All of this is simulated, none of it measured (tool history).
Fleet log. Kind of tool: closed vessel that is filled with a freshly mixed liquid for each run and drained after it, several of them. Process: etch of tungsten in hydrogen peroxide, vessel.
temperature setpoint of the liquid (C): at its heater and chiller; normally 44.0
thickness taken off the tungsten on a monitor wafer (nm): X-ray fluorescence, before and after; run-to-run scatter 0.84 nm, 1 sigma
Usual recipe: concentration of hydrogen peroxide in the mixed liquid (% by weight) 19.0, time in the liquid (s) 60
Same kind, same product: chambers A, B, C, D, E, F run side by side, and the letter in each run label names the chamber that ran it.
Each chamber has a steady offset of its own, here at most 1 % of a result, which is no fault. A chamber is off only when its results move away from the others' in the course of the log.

run,hour,temperature setpoint of the liquid (C),concentration of hydrogen peroxide in the mixed liquid (% by weight),time in the liquid (s),"read-back film thickness of the tungsten reference wafer, read on the same gauge (nm)",thickness taken off the tungsten on a monitor wafer (nm)
1C,2.7,44.0,19.0,60,119.97,104.310
2F,6.7,44.0,19.0,60,119.98,103.330
3A,11.2,44.0,19.0,60,120.02,101.390
# hour 14.3: chamber F: new drum of peroxide connected
4E,14.8,44.0,19.0,60,119.98,102.420
5B,19.7,44.0,19.0,60,120.04,102.320
6D,24.4,44.0,19.0,60,120.00,101.400
7A,27.5,35.0,19.0,50,120.02,47.521
8E,30.5,35.0,19.0,50,119.98,47.803
9D,36.2,35.0,19.0,50,120.03,47.606
10B,40.9,35.0,19.0,50,119.98,47.528
11C,46.2,35.0,19.0,50,119.96,47.539
12F,49.5,35.0,19.0,50,119.98,47.584
13C,54.5,44.0,19.0,60,119.97,104.950
14D,60.1,49.0,19.0,60,120.02,141.550
15E,64.9,49.0,19.0,60,119.98,141.300
16A,68.4,49.0,19.0,60,120.01,139.950
17B,73.7,49.0,19.0,60,119.96,139.610
18F,78.8,49.0,19.0,60,120.01,140.010
19B,82.3,49.0,19.0,60,120.02,138.090
20E,86.3,44.0,19.0,60,120.01,102.500
21F,91.2,44.0,19.0,60,119.98,103.200
# hour 93.6: chamber E: peroxide flow meter replaced
22A,94.3,44.0,23.5,60,120.02,113.580
23C,98.7,44.0,23.5,60,120.01,118.430
24D,101.9,44.0,23.5,60,120.02,112.900
25D,106.5,44.0,23.5,60,120.00,113.380
26E,109.4,44.0,23.5,60,119.99,113.090
27F,113.5,44.0,23.5,60,120.01,113.240
28B,117.8,44.0,19.0,60,120.01,101.070
29C,121.9,39.5,19.0,60,120.01,83.202
30A,125.6,39.5,19.0,60,119.98,78.486
31A,131.6,39.5,19.0,60,119.99,76.769
32B,135.0,39.5,19.0,60,119.98,76.181
33D,138.5,39.5,19.0,60,120.01,75.750
34C,143.2,39.5,19.0,60,120.04,84.271
35E,146.4,37.5,19.0,60,119.97,68.358
36F,152.3,37.5,19.0,60,120.00,67.859
37C,156.4,37.5,19.0,60,120.01,75.489
38E,159.2,37.5,19.0,60,119.99,68.807
39A,164.3,37.5,19.0,60,120.02,68.069
40F,167.7,37.5,19.0,60,120.01,68.335

Predict what each chamber gives when all 6 of them run the settings below next.
41A,172.2,44.0,19.0,95,,?
41B,172.2,44.0,19.0,95,,?
41C,172.2,44.0,19.0,95,,?
41D,172.2,44.0,19.0,95,,?
41E,172.2,44.0,19.0,95,,?
41F,172.2,44.0,19.0,95,,?

run,thickness taken off the tungsten on a monitor wafer (nm)
41A,162.650
41B,159.880
41C,184.900
41D,162.810
41E,165.890
41F,163.130
